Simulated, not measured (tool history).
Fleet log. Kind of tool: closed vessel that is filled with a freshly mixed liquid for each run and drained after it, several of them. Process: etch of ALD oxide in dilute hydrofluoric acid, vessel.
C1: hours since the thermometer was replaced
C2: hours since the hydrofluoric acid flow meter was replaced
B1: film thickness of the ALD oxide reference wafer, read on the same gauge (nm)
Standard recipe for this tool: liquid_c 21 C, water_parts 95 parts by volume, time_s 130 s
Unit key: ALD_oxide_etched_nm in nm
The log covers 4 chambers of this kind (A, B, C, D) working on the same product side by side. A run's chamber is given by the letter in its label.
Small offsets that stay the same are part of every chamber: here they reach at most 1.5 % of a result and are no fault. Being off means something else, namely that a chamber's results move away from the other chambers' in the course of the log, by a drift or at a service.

Run 1A, hour 10: usual settings; C1 25.8; C2 1593.8; B1 50.004. Result: ALD_oxide_etched_nm 11.918 nm.
Run 2B, hour 18: usual settings; C1 267.5; C2 481.5; B1 49.998. Result: ALD_oxide_etched_nm 12.073 nm.
Run 3C, hour 24.8: usual settings; C1 773.7; C2 1234.2; B1 49.974. Result: ALD_oxide_etched_nm 11.907 nm.
Run 4D, hour 35.6: usual settings; C1 476.5; C2 200.5; B1 50.016. Result: ALD_oxide_etched_nm 12.071 nm.
Run 5D, hour 41.2: usual settings; C1 482.1; C2 206.1; B1 49.955. Result: ALD_oxide_etched_nm 12.062 nm.
Run 6A, hour 52.2: usual settings; C1 68; C2 1636; B1 49.986. Result: ALD_oxide_etched_nm 11.89 nm.
Run 7C, hour 64: usual settings; C1 812.9; C2 1273.4; B1 50.009. Result: ALD_oxide_etched_nm 11.81 nm.
Run 8B, hour 72: usual settings; C1 321.5; C2 535.5; B1 50.027. Result: ALD_oxide_etched_nm 11.98 nm.
At hour 79.1: chamber A: hydrofluoric acid flow meter replaced.
Run 9D, hour 81.3: usual settings; C1 522.2; C2 246.2; B1 50.01. Result: ALD_oxide_etched_nm 12.04 nm.
Run 10B, hour 87.7: usual settings; C1 337.2; C2 551.2; B1 49.993. Result: ALD_oxide_etched_nm 11.926 nm.
Run 11C, hour 94.4: usual settings; C1 843.3; C2 1303.8; B1 50.016. Result: ALD_oxide_etched_nm 11.828 nm.
Run 12A, hour 101.4: usual settings; C1 117.2; C2 22.3; B1 49.996. Result: ALD_oxide_etched_nm 11.913 nm.
Run 13C, hour 110.6: usual settings; C1 859.5; C2 1320; B1 49.977. Result: ALD_oxide_etched_nm 11.833 nm.
Run 14A, hour 116.8: usual settings; C1 132.6; C2 37.7; B1 49.974. Result: ALD_oxide_etched_nm 11.976 nm.
Run 15D, hour 126.6: usual settings; C1 567.5; C2 291.5; B1 50.022. Result: ALD_oxide_etched_nm 12.082 nm.
Run 16B, hour 132.1: usual settings; C1 381.6; C2 595.6; B1 49.966. Result: ALD_oxide_etched_nm 11.997 nm.
Run 17D, hour 141.3: usual settings; C1 582.2; C2 306.2; B1 50.017. Result: ALD_oxide_etched_nm 12.073 nm.
Run 18B, hour 150.7: usual settings but water_parts 125 parts by volume; C1 400.2; C2 614.2; B1 49.977. Result: ALD_oxide_etched_nm 8.7461 nm.
Run 19C, hour 159.1: usual settings but water_parts 125 parts by volume; C1 908; C2 1368.5; B1 50.009. Result: ALD_oxide_etched_nm 8.6335 nm.
Run 20A, hour 164.8: usual settings but water_parts 125 parts by volume; C1 180.6; C2 85.7; B1 49.962. Result: ALD_oxide_etched_nm 8.8065 nm.
Run 21C, hour 171.9: usual settings but water_parts 125 parts by volume; C1 920.8; C2 1381.3; B1 49.986. Result: ALD_oxide_etched_nm 8.609 nm.
Run 22A, hour 182.5: usual settings; C1 198.3; C2 103.4; B1 49.991. Result: ALD_oxide_etched_nm 11.954 nm.
Run 23B, hour 191.1: usual settings; C1 440.6; C2 654.6; B1 50.022. Result: ALD_oxide_etched_nm 11.867 nm.
Run 24D, hour 197.8: usual settings; C1 638.7; C2 362.7; B1 49.994. Result: ALD_oxide_etched_nm 12.137 nm.
Run 25A, hour 204: usual settings; C1 219.8; C2 124.9; B1 50.032. Result: ALD_oxide_etched_nm 11.914 nm.
Run 26D, hour 215.3: usual settings but water_parts 75 parts by volume; C1 656.2; C2 380.2; B1 49.993. Result: ALD_oxide_etched_nm 15.699 nm.
Run 27B, hour 221.1: usual settings but water_parts 75 parts by volume; C1 470.6; C2 684.6; B1 49.962. Result: ALD_oxide_etched_nm 15.579 nm.
Run 28C, hour 226.7: usual settings but water_parts 75 parts by volume; C1 975.6; C2 1436.1; B1 50.002. Result: ALD_oxide_etched_nm 15.002 nm.
Run 29B, hour 236.3: usual settings but water_parts 75 parts by volume; C1 485.8; C2 699.8; B1 49.982. Result: ALD_oxide_etched_nm 15.579 nm.
Run 30A, hour 247.2: usual settings; C1 263; C2 168.1; B1 50.008. Result: ALD_oxide_etched_nm 11.901 nm.
Run 31C, hour 253.5: usual settings; C1 1002.4; C2 1462.9; B1 49.939. Result: ALD_oxide_etched_nm 11.567 nm.
Run 32D, hour 264.7: usual settings but time_s 65 s; C1 705.6; C2 429.6; B1 50.013. Result: ALD_oxide_etched_nm 6.0491 nm.
Run 33B, hour 272.2: usual settings but time_s 65 s; C1 521.7; C2 735.7; B1 50.067. Result: ALD_oxide_etched_nm 5.9644 nm.
Run 34C, hour 283.9: usual settings but time_s 65 s; C1 1032.8; C2 1493.3; B1 50.012. Result: ALD_oxide_etched_nm 5.7287 nm.
Run 35D, hour 294.2: usual settings but time_s 65 s; C1 735.1; C2 459.1; B1 49.997. Result: ALD_oxide_etched_nm 6.05 nm.
Run 36A, hour 305: usual settings; C1 320.8; C2 225.9; B1 49.972. Result: ALD_oxide_etched_nm 11.934 nm.
Run 37D, hour 315.3: usual settings; C1 756.2; C2 480.2; B1 49.938. Result: ALD_oxide_etched_nm 12.081 nm.
Run 38A, hour 325.3: usual settings; C1 341.1; C2 246.2; B1 49.996. Result: ALD_oxide_etched_nm 11.914 nm.

All chambers now run identical settings, listed one chamber a line with results as question marks. What results will each chamber show?
Run 39A, hour 334: usual settings but liquid_c 19.5 C. Result: ALD_oxide_etched_nm ?.
Run 39B, hour 334: usual settings but liquid_c 19.5 C. Result: ALD_oxide_etched_nm ?.
Run 39C, hour 334: usual settings but liquid_c 19.5 C. Result: ALD_oxide_etched_nm ?.
Run 39D, hour 334: usual settings but liquid_c 19.5 C. Result: ALD_oxide_etched_nm ?.

run  ALD_oxide_etched_nm
39A               11.209
39B               11.283
39C               10.656
39D                11.41

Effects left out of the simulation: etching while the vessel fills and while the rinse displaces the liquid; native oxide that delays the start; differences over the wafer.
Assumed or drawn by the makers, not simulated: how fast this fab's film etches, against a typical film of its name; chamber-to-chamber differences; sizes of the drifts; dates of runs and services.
